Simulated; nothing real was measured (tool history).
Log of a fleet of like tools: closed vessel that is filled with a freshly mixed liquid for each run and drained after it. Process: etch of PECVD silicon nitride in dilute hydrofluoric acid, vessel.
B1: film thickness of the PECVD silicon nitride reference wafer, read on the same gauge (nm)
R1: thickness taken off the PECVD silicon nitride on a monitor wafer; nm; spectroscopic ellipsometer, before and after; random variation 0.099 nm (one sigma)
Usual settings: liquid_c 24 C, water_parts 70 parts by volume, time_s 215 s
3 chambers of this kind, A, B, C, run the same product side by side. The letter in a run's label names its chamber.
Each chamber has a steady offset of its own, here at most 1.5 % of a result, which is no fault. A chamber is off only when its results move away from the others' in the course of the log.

run 1A day=0.362 | liquid_c=24 water_parts=70 time_s=215 | B1=69.974 | R1=10.271
-- day=0.454 chamber C: thermometer replaced
run 2B day=0.792 | liquid_c=24 water_parts=70 time_s=215 | B1=69.987 | R1=10.237
run 3C day=1.062 | liquid_c=24 water_parts=70 time_s=215 | B1=69.995 | R1=10.194
run 4A day=1.483 | liquid_c=24 water_parts=70 time_s=215 | B1=70.029 | R1=10.198
run 5B day=1.929 | liquid_c=24 water_parts=70 time_s=215 | B1=70.007 | R1=10.407
run 6C day=2.271 | liquid_c=24 water_parts=70 time_s=215 | B1=69.991 | R1=10.128
run 7A day=2.558 | liquid_c=24 water_parts=70 time_s=215 | B1=70.007 | R1=10.26
run 8C day=2.775 | liquid_c=24 water_parts=70 time_s=215 | B1=70.016 | R1=10.188
run 9B day=3.179 | liquid_c=24 water_parts=70 time_s=215 | B1=70.002 | R1=10.346
run 10B day=3.575 | liquid_c=24 water_parts=70 time_s=215 | B1=69.976 | R1=10.227
run 11A day=3.933 | liquid_c=20 water_parts=70 time_s=215 | B1=69.987 | R1=7.773
run 12C day=4.262 | liquid_c=20 water_parts=70 time_s=215 | B1=70.018 | R1=7.894
run 13C day=4.6 | liquid_c=20 water_parts=70 time_s=215 | B1=69.998 | R1=7.7845
run 14A day=4.821 | liquid_c=24 water_parts=70 time_s=215 | B1=69.995 | R1=10.304
run 15B day=5.075 | liquid_c=24 water_parts=70 time_s=215 | B1=69.994 | R1=10.442
run 16B day=5.429 | liquid_c=24 water_parts=70 time_s=215 | B1=70.009 | R1=10.417
run 17A day=5.767 | liquid_c=24 water_parts=70 time_s=215 | B1=69.995 | R1=10.41
run 18C day=6.15 | liquid_c=24 water_parts=70 time_s=215 | B1=70.023 | R1=10.162
run 19A day=6.467 | liquid_c=24 water_parts=70 time_s=215 | B1=69.992 | R1=10.355
run 20C day=6.896 | liquid_c=24 water_parts=70 time_s=215 | B1=69.99 | R1=10.327
run 21B day=7.321 | liquid_c=24 water_parts=70 time_s=215 | B1=70.005 | R1=10.314
run 22A day=7.633 | liquid_c=24 water_parts=70 time_s=215 | B1=70.018 | R1=10.309
run 23B day=8.067 | liquid_c=24 water_parts=70 time_s=215 | B1=70.014 | R1=10.446
run 24C day=8.504 | liquid_c=24 water_parts=70 time_s=215 | B1=70.027 | R1=10.328
run 25B day=8.754 | liquid_c=24 water_parts=70 time_s=215 | B1=69.988 | R1=10.283
run 26A day=9.1 | liquid_c=26.5 water_parts=70 time_s=165 | B1=70.003 | R1=9.2058
run 27C day=9.475 | liquid_c=26.5 water_parts=70 time_s=165 | B1=69.997 | R1=9.3169
run 28B day=9.846 | liquid_c=26.5 water_parts=70 time_s=165 | B1=69.988 | R1=9.3519
run 29C day=10.1 | liquid_c=24 water_parts=70 time_s=215 | B1=70.018 | R1=10.122
run 30A day=10.329 | liquid_c=24 water_parts=70 time_s=215 | B1=69.979 | R1=10.057
run 31B day=10.683 | liquid_c=24 water_parts=70 time_s=215 | B1=70.02 | R1=10.123
run 32A day=11.104 | liquid_c=24 water_parts=70 time_s=215 | B1=69.985 | R1=9.9666
run 33C day=11.333 | liquid_c=24 water_parts=70 time_s=215 | B1=70.014 | R1=10.208
run 34A day=11.783 | liquid_c=24 water_parts=70 time_s=215 | B1=69.987 | R1=10.346

All 3 chambers run these settings next. Forecast each chamber's results:
run 35A day=12.142 | liquid_c=22.5 water_parts=70 time_s=215 | R1=?
run 35B day=12.142 | liquid_c=22.5 water_parts=70 time_s=215 | R1=?
run 35C day=12.142 | liquid_c=22.5 water_parts=70 time_s=215 | R1=?

run=35A R1=9.3639
run=35B R1=9.361
run=35C R1=9.2208
